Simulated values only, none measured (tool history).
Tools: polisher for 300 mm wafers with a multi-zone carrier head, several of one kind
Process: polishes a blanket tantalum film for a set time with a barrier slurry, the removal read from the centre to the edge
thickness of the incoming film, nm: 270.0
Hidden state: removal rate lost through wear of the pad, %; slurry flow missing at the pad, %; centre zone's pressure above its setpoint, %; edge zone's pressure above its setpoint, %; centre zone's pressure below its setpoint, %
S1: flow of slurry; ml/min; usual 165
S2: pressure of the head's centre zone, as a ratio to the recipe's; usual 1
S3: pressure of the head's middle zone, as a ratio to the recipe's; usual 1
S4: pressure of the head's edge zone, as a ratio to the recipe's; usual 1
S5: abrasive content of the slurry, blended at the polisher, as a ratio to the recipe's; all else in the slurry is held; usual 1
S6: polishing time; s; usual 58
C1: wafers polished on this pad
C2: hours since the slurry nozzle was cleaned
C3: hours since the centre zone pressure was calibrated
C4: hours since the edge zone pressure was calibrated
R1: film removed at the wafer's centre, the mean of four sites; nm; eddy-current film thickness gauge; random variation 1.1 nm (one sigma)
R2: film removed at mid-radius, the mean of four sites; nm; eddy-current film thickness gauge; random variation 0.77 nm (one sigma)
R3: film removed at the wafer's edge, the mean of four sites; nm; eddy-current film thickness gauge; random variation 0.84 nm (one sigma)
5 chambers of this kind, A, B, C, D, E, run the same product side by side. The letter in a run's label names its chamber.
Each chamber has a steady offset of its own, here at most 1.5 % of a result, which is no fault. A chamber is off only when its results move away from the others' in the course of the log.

run   hour   S1   S2  S3    S4  S5  S6   C1     C2      C3     C4      R1      R2      R3
 1B    5.9  165    1   1     1   1  58  716   88.2   164.8  521.2  79.961  78.839  79.922
 2D   12.5  165    1   1     1   1  58  652  699.9   861.1   14.2  80.951  80.006  79.341
        16  -- chamber B: worn pad replaced by a new one
 3E   19.1  165    1   1     1   1  58  406   49.9   175.4     46  81.246  80.673  80.493
      23.7  -- chamber D: worn pad replaced by a new one
      24.5  -- chamber A: worn pad replaced by a new one
 4A   26.1  165    1   1     1   1  58   21     87    41.3  282.9  79.827  78.855  79.436
 5C   33.9  165    1   1     1   1  58  804     86    83.3  360.5  78.432  80.782  77.881
 6C   39.1  165    1   1     1   1  58  871   91.2    88.5  365.7  78.877  79.734   78.12
      44.2  -- chamber E: worn pad replaced by a new one
 7D   44.7  165    1   1     1   1  58  272  732.1   893.3   46.4  80.197  79.604  78.493
 8B   48.9  165    1   1     1   1  58  426  131.2   207.8  564.2  80.177  78.515  78.701
      49.5  -- chamber C: worn pad replaced by a new one
 9A   56.9  165    1   1     1   1  58  419  117.8    72.1  313.7  77.305  78.188  79.743
10E   63.4  165    1   1     1   1  58  249   94.2   219.7   90.3  80.098  79.739  82.027
11E   70.3  165    1   1     1   1  58  339  101.1   226.6   97.2  80.131  79.471  79.735
12B     76  200    1   1     1   1  58  776  158.3   234.9  591.3  81.576  80.075   79.87
      76.3  -- chamber D: slurry nozzle cleaned
      77.2  -- chamber B: worn pad replaced by a new one
13C   81.9  200    1   1     1   1  58  419    134   131.3  408.5  83.999   83.61  81.755
      82.7  -- chamber A: worn pad replaced by a new one
      83.1  -- chamber D: worn pad replaced by a new one
14A   88.6  200    1   1     1   1  58   77  149.5   103.8  345.4  82.291    80.8  81.399
15D     96  200    1   1     1   1  58  167   19.7   944.6   97.7  83.698  81.907   81.07
16C  101.9  200    1   1     1   1  58  678    154   151.3  428.5   81.38  82.762  81.152
     104.8  -- chamber E: worn pad replaced by a new one
17B  109.3  165    1   1     1   1  58  416  191.6   268.2  624.6  77.891    79.5  79.768
18A  112.8  165    1   1     1   1  58  390  173.7     128  369.6  79.201  79.235  79.519
     117.4  -- chamber C: worn pad replaced by a new one
19E  117.8  165    1   1     1   1  58  168  148.6   274.1  144.7  79.495  79.807  80.835
20D  125.1  165    1   1     1   1  58  544   48.8   973.7  126.8  80.153  79.989  79.286
21C  131.1  165    1   1     1   1  58  178  183.2   180.5  457.7   80.58  80.761  80.138
       132  -- chamber A: edge zone pressure recalibrated
     133.3  -- chamber A: worn pad replaced by a new one
22E  135.2  165    1   1     1   1  58  394    166   291.5  162.1  79.091  79.291  78.827
     136.7  -- chamber B: edge zone pressure recalibrated
     137.4  -- chamber B: worn pad replaced by a new one
     139.5  -- chamber D: worn pad replaced by a new one
23A  142.1  165    1   1     1   1  58  114    203   157.3   10.1   79.19  78.631  80.356
24D    150  165    1   1     1   1  58  136   73.7   998.6  151.7  79.501  81.128  78.653
25B  154.9  135  1.1   1     1   1  58  227  237.2   313.8   18.3  84.164  75.852  77.279
26D  159.8  135  1.1   1     1   1  58  263   83.5  1008.4  161.5  83.861  76.515  77.745
       162  -- chamber E: worn pad replaced by a new one
27B  163.5  135  1.1   1     1   1  58  338  245.8   322.4   26.9  84.385  76.121  76.902
28A  169.5  135  1.1   1     1   1  58  469  230.4   184.7   37.5  85.507  76.539  76.608
29E  173.7  135  1.1   1     1   1  58  151  204.5     330  200.6  84.821  76.856  78.418
30C  181.4  165    1   1     1   1  58  829  233.5   230.8    508  75.819  79.438  78.488
     181.5  -- chamber A: worn pad replaced by a new one
     185.7  -- chamber C: worn pad replaced by a new one
31A  188.6  165    1   1     1   1  58   92  249.5   203.8   56.6  78.991  78.517  80.669
32D  195.1  165    1   1     1   1  58  720  118.8  1043.7  196.8  80.036  79.019  79.976
     195.8  -- chamber D: worn pad replaced by a new one
33C  199.1  165    1   1     1   1  58  173  251.2   248.5  525.7  75.693  80.103  78.523
34E  203.2  165    1   1  0.93   1  58  533    234   359.5  230.1  80.696  78.988  78.685
35B  210.4  165    1   1  0.93   1  58  945  292.7   369.3   73.8   78.99  78.689  76.989
     216.4  -- chamber E: worn pad replaced by a new one
     216.4  -- chamber D: centre zone pressure recalibrated
36E  217.8  165    1   1  0.93   1  58   18  248.6   374.1  244.7  78.823  79.803  78.455
37C  224.3  165    1   1  0.93   1  58  499  276.4   273.7  550.9  78.007  79.991  76.467
38A  228.3  165    1   1  0.93   1  58  606  289.2   243.5   96.3  79.248  78.392  77.262
39D    236  165    1   1     1   1  58  521  159.7    19.6  237.7  79.161  80.351  77.695

Next, every chamber runs the same settings. What will each give?
40A  241.8  165   1   1   1   1  58                   ?   ?   ?
40B  241.8  165   1   1   1   1  58                   ?   ?   ?
40C  241.8  165   1   1   1   1  58                   ?   ?   ?
40D  241.8  165   1   1   1   1  58                   ?   ?   ?
40E  241.8  165   1   1   1   1  58                   ?   ?   ?

run      R1      R2      R3
40A  79.005   76.52  79.526
40B  80.329  79.526  78.659
40C  79.095   79.19  78.408
40D  78.894  80.671  78.291
40E  77.716  77.957  79.402
